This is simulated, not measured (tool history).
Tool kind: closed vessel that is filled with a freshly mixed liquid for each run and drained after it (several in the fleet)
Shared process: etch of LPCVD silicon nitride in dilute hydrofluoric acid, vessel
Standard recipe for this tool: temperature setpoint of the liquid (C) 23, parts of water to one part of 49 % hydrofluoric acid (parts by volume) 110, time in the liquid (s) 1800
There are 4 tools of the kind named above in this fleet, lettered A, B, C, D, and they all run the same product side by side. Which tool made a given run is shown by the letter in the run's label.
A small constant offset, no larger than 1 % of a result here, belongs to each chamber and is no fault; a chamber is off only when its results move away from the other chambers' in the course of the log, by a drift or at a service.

run   hour  temperature setpoint of the liquid (C)  parts of water to one part of 49 % hydrofluoric acid (parts by volume)  time in the liquid (s)  hours since the thermometer was replaced  hours since the hydrofluoric acid flow meter was replaced  read-back film thickness of the LPCVD silicon nitride reference wafer, read on the same gauge (nm)  thickness taken off the LPCVD silicon nitride on a monitor wafer (angstrom)
 1D   10.1                                      23                                                                     110                    1800                                    1625.4                                                     1479.5                                                                                              119.95                                                                       71.384
 2A   19.9                                      23                                                                     110                    1800                                     981.1                                                       97.1                                                                                              119.97                                                                       70.915
 3C   31.4                                      23                                                                     110                    1800                                      69.5                                                     1301.2                                                                                              120.02                                                                       71.022
 4B   42.5                                      23                                                                     110                    1800                                    1521.4                                                     1255.3                                                                                              119.95                                                                       71.628
 5B   54.4                                      23                                                                     110                    1800                                    1533.3                                                     1267.2                                                                                                 120                                                                       72.864
 6D   68.7                                      23                                                                     110                    1800                                      1684                                                     1538.1                                                                                                 120                                                                       73.322
 7C   76.1                                      23                                                                     135                    1800                                     114.2                                                     1345.9                                                                                              120.02                                                                       58.079
 8A   84.1                                      23                                                                     135                    1800                                    1045.3                                                      161.3                                                                                              120.02                                                                       57.615
 9C   91.7                                      23                                                                     135                    1800                                     129.8                                                     1361.5                                                                                              120.03                                                                       58.369
10B  106.3                                      23                                                                     135                    1800                                    1585.2                                                     1319.1                                                                                              119.99                                                                       57.832
11A  115.1                                      23                                                                     110                    1800                                    1076.3                                                      192.3                                                                                              120.01                                                                       70.713
12D  127.7                                      23                                                                     110                    1800                                      1743                                                     1597.1                                                                                              119.99                                                                       72.121
     137.8  -- chamber B: thermometer replaced
13B  140.2                                      19                                                                     150                    1800                                       2.5                                                       1353                                                                                              119.99                                                                       40.634
14D  155.3                                      19                                                                     150                    1800                                    1770.6                                                     1624.7                                                                                              119.99                                                                       40.711
15A  165.4                                      19                                                                     150                    1800                                    1126.6                                                      242.6                                                                                              119.98                                                                       39.925
16C  172.2                                      19                                                                     150                    1800                                     210.3                                                       1442                                                                                              120.04                                                                       41.101
     180.1  -- chamber B: hydrofluoric acid flow meter replaced
17A  185.2                                      23                                                                     110                    1800                                    1146.4                                                      262.4                                                                                              119.94                                                                       71.563
18D  194.1                                      23                                                                     110                    1800                                    1809.4                                                     1663.5                                                                                              119.99                                                                       72.579
19B  205.2                                      23                                                                     110                    1800                                      67.5                                                       25.1                                                                                              120.03                                                                       71.841
20C  213.7                                    18.5                                                                     110                    1800                                     251.8                                                     1483.5                                                                                              119.97                                                                       54.894
21D  224.9                                    18.5                                                                     110                    1800                                    1840.2                                                     1694.3                                                                                              120.01                                                                       52.677
22A  231.5                                    18.5                                                                     110                    1800                                    1192.7                                                      308.7                                                                                              120.07                                                                       53.045
23B  246.3                                    18.5                                                                     110                    1800                                     108.6                                                       66.2                                                                                              119.99                                                                       52.654
24C  258.5                                      23                                                                     110                    1800                                     296.6                                                     1528.3                                                                                              120.03                                                                        75.52
25B  265.9                                    24.5                                                                     110                    1800                                     128.2                                                       85.8                                                                                              120.03                                                                       79.823
26A    279                                    24.5                                                                     110                    1800                                    1240.2                                                      356.2                                                                                              119.97                                                                       79.444
27C  287.7                                    24.5                                                                     110                    1800                                     325.8                                                     1557.5                                                                                              120.01                                                                       83.417
28D  299.7                                    24.5                                                                     110                    1800                                      1915                                                     1769.1                                                                                              119.99                                                                       81.033
29A  308.9                                      23                                                                     110                    1800                                    1270.1                                                      386.1                                                                                              119.99                                                                       70.432
30D  322.4                                      23                                                                     110                    1800                                    1937.7                                                     1791.8                                                                                              119.94                                                                       73.014
31C  336.5                                      21                                                                     135                    1800                                     374.6                                                     1606.3                                                                                                 120                                                                       55.127

Which is it: a chamber that has drifted or been left off by a service, a gauge drift common to all chambers, or only each chamber's usual small offset? If a chamber is off, name it and its likeliest cause.

It is chamber C that slowly wanders off from its peers.
Cause: hydrofluoric acid flow above the setpoint (%) = 9.86.
The log might look much the same if the cause were instead: liquid hotter than its thermometer reads (K).

Which of the 4 candidates below, each the usual settings with something changed and its results left as question marks, puts chamber C back in line with what the other chambers give on the usual settings?
A result is in line if it is within this distance of the other chambers' mean on the usual settings: thickness taken off the LPCVD silicon nitride on a monitor wafer (angstrom) 2.5
32C-1  347.3                                    22.5                                                                     110                    1700                                                                                                                                                                                                                                                                                     ?
32C-2  347.3                                    22.5                                                                     115                    1645                                                                                                                                                                                                                                                                                     ?
32C-3  347.3                                      23                                                                     105                    1880                                                                                                                                                                                                                                                                                     ?
32C-4  347.3                                    25.5                                                                     110                    1800                                                                                                                                                                                                                                                                                     ?

What the other chambers average on the usual settings: thickness taken off the LPCVD silicon nitride on a monitor wafer (angstrom) 71.726
  run  thickness taken off the LPCVD silicon nitride on a monitor wafer (angstrom)
32C-1                                                                       71.787
32C-2                                                                       66.515
32C-3                                                                       85.893
32C-4                                                                       92.565
It is 32C-1 that realigns the chamber with its peers.

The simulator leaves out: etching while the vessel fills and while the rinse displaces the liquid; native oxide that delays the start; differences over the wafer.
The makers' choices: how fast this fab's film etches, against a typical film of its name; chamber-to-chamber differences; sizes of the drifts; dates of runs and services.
